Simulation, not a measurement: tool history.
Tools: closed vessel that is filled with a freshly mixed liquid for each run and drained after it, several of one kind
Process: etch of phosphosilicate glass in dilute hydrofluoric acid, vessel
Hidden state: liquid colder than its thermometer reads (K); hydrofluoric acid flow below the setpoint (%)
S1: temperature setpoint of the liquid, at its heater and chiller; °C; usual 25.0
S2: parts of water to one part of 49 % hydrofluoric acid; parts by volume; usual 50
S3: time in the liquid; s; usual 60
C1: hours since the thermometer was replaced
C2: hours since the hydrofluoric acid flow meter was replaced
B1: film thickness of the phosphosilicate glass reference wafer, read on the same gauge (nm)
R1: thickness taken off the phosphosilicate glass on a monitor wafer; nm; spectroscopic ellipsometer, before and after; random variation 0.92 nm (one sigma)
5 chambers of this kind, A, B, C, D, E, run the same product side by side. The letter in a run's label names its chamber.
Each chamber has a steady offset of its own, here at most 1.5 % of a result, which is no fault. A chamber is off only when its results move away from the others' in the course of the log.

| run | day | S1 | S2 | S3 | C1 | C2 | B1 | R1 |
|---|---|---|---|---|---|---|---|---|
| 1B | 0.262 | 25.0 | 50 | 60 | 641.8 | 211.6 | 100.010 | 172.62 |
| 2A | 0.654 | 25.0 | 50 | 60 | 1464.0 | 383.9 | 100.010 | 177.41 |
| 3D | 0.888 | 25.0 | 50 | 60 | 164.5 | 1405.3 | 100.000 | 173.63 |
| 4E | 1.108 | 25.0 | 50 | 60 | 585.9 | 337.5 | 100.010 | 170.77 |
| 5C | 1.467 | 28.0 | 75 | 60 | 89.9 | 904.4 | 100.010 | 127.77 |
| 6B | 1.800 | 28.0 | 75 | 60 | 678.7 | 248.5 | 99.998 | 125.49 |
| 7E | 2.050 | 28.0 | 75 | 60 | 608.5 | 360.1 | 100.010 | 125.68 |
| 8D | 2.258 | 28.0 | 75 | 60 | 197.4 | 1438.2 | 99.999 | 125.93 |
| 9A | 2.604 | 28.0 | 75 | 60 | 1510.8 | 430.7 | 99.991 | 126.01 |
| 10C | 2.933 | 22.5 | 40 | 60 | 125.1 | 939.6 | 99.993 | 202.01 |
| 11C | 3.279 | 22.5 | 40 | 60 | 133.4 | 947.9 | 100.000 | 200.98 |
| 12A | 3.675 | 22.5 | 40 | 60 | 1536.5 | 456.4 | 99.998 | 201.28 |
| 13B | 3.958 | 22.5 | 40 | 60 | 730.5 | 300.3 | 99.999 | 195.65 |
| 14E | 4.158 | 22.5 | 40 | 60 | 659.1 | 410.7 | 99.993 | 199.54 |
| 15D | 4.379 | 25.0 | 50 | 60 | 248.3 | 1489.1 | 100.020 | 172.98 |
| 16D | 4.692 | 25.0 | 30 | 80 | 255.8 | 1496.6 | 100.000 | 398.93 |
| 17B | 5.021 | 25.0 | 30 | 80 | 756.0 | 325.8 | 99.984 | 384.91 |
| 18E | 5.429 | 25.0 | 30 | 80 | 689.6 | 441.2 | 99.978 | 398.22 |
| 19C | 5.725 | 25.0 | 30 | 80 | 192.1 | 1006.6 | 100.020 | 398.22 |
| 20A | 5.917 | 25.0 | 30 | 80 | 1590.3 | 510.2 | 99.979 | 400.36 |
| 21D | 6.167 | 25.0 | 50 | 60 | 291.2 | 1532.0 | 99.988 | 173.60 |
|  | 6.233 | chamber E: hydrofluoric acid flow meter replaced |
| 22A | 6.471 | 25.0 | 50 | 95 | 1603.6 | 523.5 | 100.000 | 279.36 |
| 23B | 6.658 | 25.0 | 50 | 95 | 795.3 | 365.1 | 99.995 | 267.55 |
| 24E | 7.000 | 25.0 | 50 | 95 | 727.3 | 18.5 | 99.987 | 274.37 |
| 25C | 7.333 | 25.0 | 50 | 95 | 230.7 | 1045.2 | 100.010 | 282.78 |
| 26C | 7.733 | 25.0 | 50 | 95 | 240.3 | 1054.8 | 99.999 | 278.96 |
|  | 8.033 | chamber A: thermometer replaced |
| 27E | 8.096 | 25.0 | 50 | 60 | 753.6 | 44.8 | 100.020 | 173.61 |
| 28A | 8.354 | 25.0 | 50 | 95 | 7.7 | 568.7 | 100.000 | 274.58 |
| 29B | 8.612 | 25.0 | 50 | 95 | 842.2 | 412.0 | 100.030 | 263.11 |
| 30D | 8.812 | 25.0 | 50 | 95 | 354.7 | 1595.5 | 99.997 | 272.03 |
| 31B | 9.025 | 25.0 | 50 | 95 | 852.1 | 421.9 | 100.020 | 261.37 |
| 32E | 9.354 | 25.0 | 50 | 95 | 783.8 | 75.0 | 100.020 | 271.59 |
|  | 9.529 | chamber E: thermometer replaced |
| 33C | 9.762 | 25.0 | 50 | 60 | 289.0 | 1103.5 | 99.988 | 176.47 |
| 34A | 10.021 | 25.0 | 50 | 60 | 47.7 | 608.7 | 100.010 | 176.70 |
| 35D | 10.392 | 25.0 | 50 | 60 | 392.6 | 1633.4 | 100.000 | 172.27 |
| 36D | 10.592 | 25.0 | 50 | 60 | 397.4 | 1638.2 | 100.010 | 171.04 |
| 37E | 10.888 | 25.0 | 50 | 60 | 32.7 | 111.8 | 100.010 | 174.92 |
| 38B | 11.225 | 25.0 | 50 | 60 | 904.9 | 474.7 | 100.010 | 163.28 |
| 39C | 11.617 | 20.5 | 50 | 60 | 333.5 | 1148.0 | 99.980 | 147.48 |
| 40A | 11.858 | 20.5 | 50 | 60 | 91.8 | 652.8 | 100.000 | 146.19 |
| 41E | 12.083 | 20.5 | 50 | 60 | 61.4 | 140.5 | 100.010 | 144.68 |

Next, every chamber runs the same settings. What will each give?
| 42A | 12.383 | 25.0 | 60 | 60 |  |  |  | ? |
| 42B | 12.383 | 25.0 | 60 | 60 |  |  |  | ? |
| 42C | 12.383 | 25.0 | 60 | 60 |  |  |  | ? |
| 42D | 12.383 | 25.0 | 60 | 60 |  |  |  | ? |
| 42E | 12.383 | 25.0 | 60 | 60 |  |  |  | ? |

| run | R1 |
|---|---|
| 42A | 143.05 |
| 42B | 132.82 |
| 42C | 145.67 |
| 42D | 141.89 |
| 42E | 143.67 |
